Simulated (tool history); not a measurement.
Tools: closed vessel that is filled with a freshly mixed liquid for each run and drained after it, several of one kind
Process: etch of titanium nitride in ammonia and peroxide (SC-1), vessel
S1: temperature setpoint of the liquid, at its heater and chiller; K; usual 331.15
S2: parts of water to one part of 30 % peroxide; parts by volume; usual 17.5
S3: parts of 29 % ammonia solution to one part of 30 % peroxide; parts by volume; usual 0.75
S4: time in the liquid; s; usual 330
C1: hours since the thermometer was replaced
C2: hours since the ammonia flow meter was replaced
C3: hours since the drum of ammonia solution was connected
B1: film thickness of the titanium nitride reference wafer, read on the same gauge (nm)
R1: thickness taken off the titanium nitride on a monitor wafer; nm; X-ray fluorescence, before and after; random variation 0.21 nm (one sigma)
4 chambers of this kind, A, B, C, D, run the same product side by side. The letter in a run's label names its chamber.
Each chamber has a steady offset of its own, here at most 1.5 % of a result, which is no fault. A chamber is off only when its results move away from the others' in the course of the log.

run,hour,S1,S2,S3,S4,C1,C2,C3,B1,R1
1D,4.5,331.15,17.5,0.75,330,680.9,528.0,456.6,49.993,25.5090
2B,10.2,331.15,17.5,0.75,330,630.2,729.0,285.6,50.013,25.6250
3A,16.0,331.15,17.5,0.75,330,213.6,63.1,763.2,50.013,25.2620
4C,23.9,331.15,17.5,0.75,330,1664.2,238.2,103.1,50.010,25.2420
5B,29.8,331.15,17.5,0.75,330,649.8,748.6,305.2,49.996,25.4760
6D,35.8,331.15,17.5,0.75,330,712.2,559.3,487.9,50.030,25.5300
7A,43.3,331.15,17.5,0.75,330,240.9,90.4,790.5,50.020,25.5600
8C,49.5,331.15,17.5,0.75,330,1689.8,263.8,128.7,50.032,25.2820
9A,55.9,331.15,17.5,0.75,330,253.5,103.0,803.1,49.998,25.7950
10B,60.0,331.15,17.5,0.75,330,680.0,778.8,335.4,49.995,25.4240
11C,64.6,331.15,17.5,0.75,330,1704.9,278.9,143.8,49.984,25.5200
12D,68.7,322.65,17.5,0.75,190,745.1,592.2,520.8,50.006,8.0712
13A,74.3,322.65,17.5,0.75,190,271.9,121.4,821.5,50.001,8.1670
# hour 80.7: chamber C: thermometer replaced
14B,81.1,322.65,17.5,0.75,190,701.1,799.9,356.5,50.003,8.1679
# hour 84.6: chamber A: new drum of ammonia solution connected
15D,89.1,322.65,17.5,0.75,190,765.5,612.6,541.2,49.996,8.1279
16C,94.2,331.15,17.5,0.75,330,13.5,308.5,173.4,49.994,25.3220
17A,101.2,331.15,17.5,0.75,330,298.8,148.3,16.7,50.021,25.4050
# hour 105.1: chamber D: ammonia flow meter replaced
18B,109.3,331.15,17.5,0.75,330,729.3,828.1,384.7,50.017,25.3250
19C,113.0,331.15,17.5,0.75,330,32.3,327.3,192.2,49.997,25.3890
20D,117.5,331.15,17.5,0.50,330,793.9,12.5,569.6,50.004,23.5820
21B,121.2,331.15,17.5,0.50,330,741.2,840.0,396.6,50.017,23.7410
22A,127.6,331.15,17.5,0.50,330,325.2,174.7,43.1,49.981,23.0600
23C,135.6,331.15,17.5,0.50,330,54.9,349.9,214.8,50.012,23.9540
24D,141.8,331.15,17.5,0.75,330,818.2,36.8,593.9,50.002,25.2430
25B,150.0,331.15,17.5,0.75,330,770.0,868.8,425.4,50.015,25.2260
26A,154.1,331.15,17.5,0.75,330,351.7,201.2,69.6,49.990,25.7290
27C,159.1,331.15,17.5,0.75,330,78.4,373.4,238.3,49.989,25.5960
28D,163.9,331.15,17.5,0.75,265,840.3,58.9,616.0,49.978,20.6320
29C,171.8,331.15,17.5,0.75,265,91.1,386.1,251.0,49.979,20.2700
30D,179.9,331.15,17.5,0.75,265,856.3,74.9,632.0,49.989,20.3440
31B,183.6,331.15,17.5,0.75,265,803.6,902.4,459.0,49.997,20.6370
32A,189.2,331.15,17.5,0.75,330,386.8,236.3,104.7,50.022,25.1760
33A,194.4,337.65,17.5,0.75,405,392.0,241.5,109.9,50.006,47.6900

What goes on in this fleet: one chamber off, a drifting gauge, or nothing beyond the chambers' own small offsets? Name the chamber and the cause, if any.

No chamber stands off beyond its own small offset, and the gauge holds steady.
